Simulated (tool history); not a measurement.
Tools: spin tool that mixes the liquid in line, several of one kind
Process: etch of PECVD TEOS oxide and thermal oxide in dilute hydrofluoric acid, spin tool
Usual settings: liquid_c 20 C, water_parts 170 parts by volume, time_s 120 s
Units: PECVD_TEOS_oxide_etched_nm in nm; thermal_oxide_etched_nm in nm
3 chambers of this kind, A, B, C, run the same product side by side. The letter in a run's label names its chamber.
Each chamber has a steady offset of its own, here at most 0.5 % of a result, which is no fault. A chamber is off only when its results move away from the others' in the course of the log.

run,hour,liquid_c,water_parts,time_s,"read-back film thickness of the PECVD TEOS oxide reference wafer, read on the same gauge (nm)","read-back film thickness of the thermal oxide reference wafer, read on the same gauge (nm)",PECVD_TEOS_oxide_etched_nm,thermal_oxide_etched_nm
1A,5.5,20,170,120,140.01,59.982,9.2626,2.6518
2C,13.2,20,170,120,140.03,59.987,9.2412,2.6489
3B,20.3,20,170,120,139.99,60.042,9.0984,2.6222
4A,31.4,20,170,120,139.96,59.952,9.175,2.6509
5B,42.6,20,170,120,140.03,60.011,9.2512,2.6292
6C,52.6,20,170,120,139.98,59.994,9.335,2.5991
7C,64.1,20,170,120,139.99,59.977,9.3052,2.6128
8B,70.5,22,170,55,140.02,60.054,4.5842,1.2975
9A,81.7,22,170,55,139.99,59.98,4.5619,1.3292
10C,93.4,22,170,55,139.99,60.031,4.6213,1.2971
11B,103.6,20,170,120,139.96,60.001,9.183,2.6034
12A,112.4,20,170,120,140.01,59.952,9.2529,2.6082
13B,121.4,20,170,120,139.98,60.023,9.2765,2.6216
14C,131,20,170,120,139.97,60.005,9.2315,2.6417
15A,138.2,20,170,120,139.95,60.011,9.3867,2.6814
16A,143.7,20,170,120,140.03,60.027,9.2377,2.6628
17B,156,23.5,170,160,140.03,60.01,14.193,4.027
# hour 163.3: chamber C: hydrofluoric acid flow meter replaced
18C,164.6,23.5,170,160,140,60.061,14.129,4.088
19C,171,23.5,170,160,140.03,59.998,14.1,4.0136
20A,176.8,20,170,120,140.01,60.045,9.2841,2.6073
21B,189.2,20,170,120,140.03,59.941,9.3098,2.6398
22A,200.7,24.5,170,120,140.05,60.01,11.063,3.1283

Next, every chamber runs the same settings. What will each give?
23A,209.5,20,170,120,,,?,?
23B,209.5,20,170,120,,,?,?
23C,209.5,20,170,120,,,?,?

run,PECVD_TEOS_oxide_etched_nm,thermal_oxide_etched_nm
23A,9.3505,2.6209
23B,9.1305,2.6543
23C,9.3055,2.6366
